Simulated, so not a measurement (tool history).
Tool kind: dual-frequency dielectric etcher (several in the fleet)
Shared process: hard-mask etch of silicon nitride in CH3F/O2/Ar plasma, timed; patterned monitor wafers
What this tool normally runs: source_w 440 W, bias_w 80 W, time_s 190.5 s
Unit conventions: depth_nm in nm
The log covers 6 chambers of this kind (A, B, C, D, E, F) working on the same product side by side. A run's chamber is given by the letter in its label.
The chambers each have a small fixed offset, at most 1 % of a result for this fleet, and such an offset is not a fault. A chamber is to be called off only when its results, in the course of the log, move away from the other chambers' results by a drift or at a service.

run,day,source_w,bias_w,time_s,"read-back reference wafer on the same gauge, depth_nm",depth_nm
1F,0.408,440,80,190.5,146.13,144.32
2D,0.788,440,80,190.5,146.15,143.38
3C,1.233,440,80,190.5,146.19,143.09
4E,1.621,440,80,190.5,145.98,143.28
5B,2.088,350,80,190.5,146.00,132.09
# day 2.229: chamber C: wet clean of the chamber
6A,2.296,350,80,190.5,146.11,129.73
7D,2.725,350,80,190.5,145.99,131.08
8C,3.075,350,80,190.5,145.98,131.35
9E,3.412,350,80,190.5,146.16,132.18
10B,3.729,350,80,190.5,145.96,131.89
11F,3.942,440,80,190.5,146.02,143.04
12A,4.383,440,80,190.5,145.90,141.62
13C,4.708,440,80,190.5,145.96,143.28
14F,5.067,440,80,190.5,146.19,143.68
15D,5.367,440,80,190.5,146.18,142.87
# day 5.646: chamber B: wet clean of the chamber
# day 5.646: chamber E: wet clean of the chamber
# day 5.688: chamber D: wet clean of the chamber
16A,5.721,440,80,190.5,146.15,141.54
17B,6.008,440,80,190.5,146.11,143.21
18E,6.396,440,80,190.5,145.97,144.92
19F,6.700,440,80,190.5,145.86,144.16
20B,6.967,440,80,190.5,145.88,143.79
21C,7.279,440,80,190.5,145.88,142.99
22D,7.692,440,80,190.5,145.88,148.59
23A,8.096,440,80,190.5,145.80,141.77
24E,8.500,440,80,190.5,145.88,142.37
25F,8.900,440,80,190.5,145.81,142.96
26C,9.367,440,80,190.5,146.10,142.66
27D,9.708,440,80,190.5,145.81,150.96
28A,10.012,440,80,190.5,145.89,142.76
29B,10.283,440,68,190.5,145.92,135.88
30E,10.738,440,68,190.5,146.13,134.79
31A,11.025,440,68,190.5,146.04,133.83
32C,11.396,440,68,190.5,145.85,136.04
33B,11.792,440,68,190.5,146.01,135.98
34F,12.250,440,68,190.5,145.88,137.87
35D,12.475,440,88,190.5,146.01,155.82
36E,12.879,440,88,190.5,145.95,150.11
37A,13.183,440,88,190.5,145.93,147.26

For the next run the whole fleet of 6 chambers uses the same settings. Give each chamber's results:
38A,13.525,440,80,241.5,,?
38B,13.525,440,80,241.5,,?
38C,13.525,440,80,241.5,,?
38D,13.525,440,80,241.5,,?
38E,13.525,440,80,241.5,,?
38F,13.525,440,80,241.5,,?

run,depth_nm
38A,179.59
38B,180.83
38C,180.28
38D,191.38
38E,181.52
38F,182.32

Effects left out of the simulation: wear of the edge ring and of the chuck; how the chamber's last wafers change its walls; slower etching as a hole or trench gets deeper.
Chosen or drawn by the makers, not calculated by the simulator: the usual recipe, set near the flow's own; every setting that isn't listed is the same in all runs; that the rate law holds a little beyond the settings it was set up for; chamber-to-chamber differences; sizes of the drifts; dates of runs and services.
